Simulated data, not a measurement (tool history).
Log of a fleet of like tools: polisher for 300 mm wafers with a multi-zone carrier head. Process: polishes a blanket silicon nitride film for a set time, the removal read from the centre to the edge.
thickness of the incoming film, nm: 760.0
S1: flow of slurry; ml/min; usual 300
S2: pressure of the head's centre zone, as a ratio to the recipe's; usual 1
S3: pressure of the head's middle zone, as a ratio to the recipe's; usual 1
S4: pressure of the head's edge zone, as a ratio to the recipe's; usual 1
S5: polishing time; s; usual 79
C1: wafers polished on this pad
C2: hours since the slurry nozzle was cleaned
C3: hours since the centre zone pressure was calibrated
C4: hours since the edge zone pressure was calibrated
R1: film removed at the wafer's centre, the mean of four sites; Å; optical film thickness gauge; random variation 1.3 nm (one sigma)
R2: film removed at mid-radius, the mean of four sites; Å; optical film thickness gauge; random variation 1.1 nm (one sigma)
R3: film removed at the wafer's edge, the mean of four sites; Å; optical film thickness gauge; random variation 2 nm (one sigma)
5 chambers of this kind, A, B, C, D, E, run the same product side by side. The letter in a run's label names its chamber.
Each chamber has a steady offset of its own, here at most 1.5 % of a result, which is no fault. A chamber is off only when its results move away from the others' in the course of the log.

run,hour,S1,S2,S3,S4,S5,C1,C2,C3,C4,R1,R2,R3
# hour 1.4: chamber A: worn pad replaced by a new one
1B,6.8,300,1,1,1,79,398,188,504.5,949.1,1673.2,1708,1728
2E,11.9,300,1,1,1,79,619,585.9,264.1,1336,1721.8,1692.9,1698.2
# hour 15.8: chamber C: worn pad replaced by a new one
3A,16.3,300,1,1,1,79,143,272.8,144.3,307.3,1695.6,1731.4,1730.2
4D,20.9,300,1,1,1,79,511,61.9,40.6,112.4,1714.4,1707.5,1699.8
5C,24.6,300,1,1,1,79,85,218.5,1221.1,168.9,1705.9,1684.6,1691.9
6C,29.3,300,1,1,1,79,130,223.2,1225.8,173.6,1709.2,1715.8,1671.2
# hour 34: chamber C: centre zone pressure recalibrated
7E,36.1,300,1,1,1,79,852,610.1,288.3,1360.2,1718.3,1694.3,1714.6
# hour 37: chamber A: slurry nozzle cleaned
# hour 37: chamber E: worn pad replaced by a new one
8A,41,300,1,1,1,79,382,4.1,169,332,1726.9,1709.8,1678.4
9D,45.6,300,1,1,1,79,749,86.6,65.3,137.1,1690.2,1719.2,1718.1
# hour 47.8: chamber B: worn pad replaced by a new one
10B,48.7,300,1,1,1,79,9,229.9,546.4,991,1693.2,1705.2,1688.3
11D,54.8,300,1,1,1,79,838,95.8,74.5,146.3,1694.4,1712.9,1737.2
# hour 58.3: chamber E: edge zone pressure recalibrated
12E,61.3,300,1,1,1,79,234,635.3,313.5,3,1723.3,1688.3,1697
13C,65.9,300,1,1,1,79,484,259.8,31.9,210.2,1732,1703.9,1694.2
# hour 67.9: chamber A: worn pad replaced by a new one
14B,69.4,300,1,1,1,79,208,250.6,567.1,1011.7,1703.9,1717.2,1724.2
15A,74.3,300,1,1,1,79,61,37.4,202.3,365.3,1687.4,1734.2,1693.1
16D,80.6,300,1,1,1,79,1087,121.6,100.3,172.1,1712.5,1721.4,1693.3
# hour 85.8: chamber D: worn pad replaced by a new one
17A,87.4,300,1,1,1.07,68,188,50.5,215.4,378.4,1460.4,1474.9,1465
18B,92.3,300,1,1,1.07,68,429,273.5,590,1034.6,1489.8,1491.7,1510.8
19E,98,300,1,1,1.07,68,588,672,350.2,39.7,1495.8,1452.1,1522.8
20C,102.8,300,1,1,1.07,68,840,296.7,68.8,247.1,1454.4,1463.2,1471.2
21B,108.1,300,1,1,1.07,68,582,289.3,605.8,1050.4,1455.5,1467.5,1530.6
22C,113.3,300,1,1,1,79,941,307.2,79.3,257.6,1699.9,1707.2,1656.7
23D,117.8,300,1,1,1,79,308,158.8,137.5,209.3,1691.2,1710.9,1708.4
# hour 122.5: chamber B: worn pad replaced by a new one
24A,122.9,300,1,1,1,79,530,86,250.9,413.9,1689.7,1713.5,1687.1
25E,127.4,300,1,1,1,79,872,701.4,379.6,69.1,1698.8,1691.6,1738.4
# hour 133: chamber A: worn pad replaced by a new one
26E,133.9,300,0.93,0.95,1,79,935,707.9,386.1,75.6,1575.5,1630.5,1707.7
# hour 136.7: chamber C: edge zone pressure recalibrated
27C,137.6,300,0.93,0.95,1,79,1175,331.5,103.6,1,1582.4,1607.3,1694.7
# hour 139.3: chamber E: worn pad replaced by a new one
28A,144,300,0.93,0.95,1,79,106,107.1,272,435,1540.9,1636.6,1691.9
29B,147.3,300,0.93,0.95,1,79,239,328.5,645,1089.6,1572.5,1647.1,1673.2
30D,152,300,0.93,0.95,1,79,638,193,171.7,243.5,1595.7,1627.3,1702
# hour 153.5: chamber C: worn pad replaced by a new one
31D,157,300,1,1,1.05,65,687,198,176.7,248.5,1395.6,1407.9,1447.5
32E,160,300,1,1,1.05,65,200,734,412.2,101.7,1426.9,1403,1441.4
33B,163.8,300,1,1,1.05,65,398,345,661.5,1106.1,1386.2,1385.3,1453.8
# hour 164.5: chamber A: centre zone pressure recalibrated
# hour 166.2: chamber B: slurry nozzle cleaned
34A,167.8,300,1,1,1.05,65,336,130.9,3.4,458.8,1403.4,1418.1,1402.1
35C,171.3,300,1,1,1.05,65,172,365.2,137.3,34.7,1393.3,1392.9,1415.2
36D,176.2,300,1,1,1,79,872,217.2,195.9,267.7,1692.4,1720,1692.7
37A,181.9,300,0.96,0.96,1,79,472,145,17.5,472.9,1611.5,1660.3,1692.6
38C,188.7,300,0.96,0.96,1,79,340,382.6,154.7,52.1,1608.7,1626.3,1669.7
39B,194.1,300,0.96,0.96,1,79,691,28,691.8,1136.4,1616.1,1651.6,1696.2
40E,200.9,300,0.96,0.96,1,79,594,774.9,453.1,142.6,1634.8,1633,1695.2
# hour 202.7: chamber B: worn pad replaced by a new one
41B,204.5,300,0.96,0.96,1,79,18,38.4,702.2,1146.8,1612.1,1640.3,1679.5
42C,208.3,300,1,1,1,79,529,402.2,174.3,71.7,1694.7,1695.1,1683.8

Is one chamber off against the others, does the gauge drift, or is nothing wrong? If a chamber is off, say which, and what the likeliest cause is.

No chamber stands off beyond its own small offset, and the gauge holds steady.
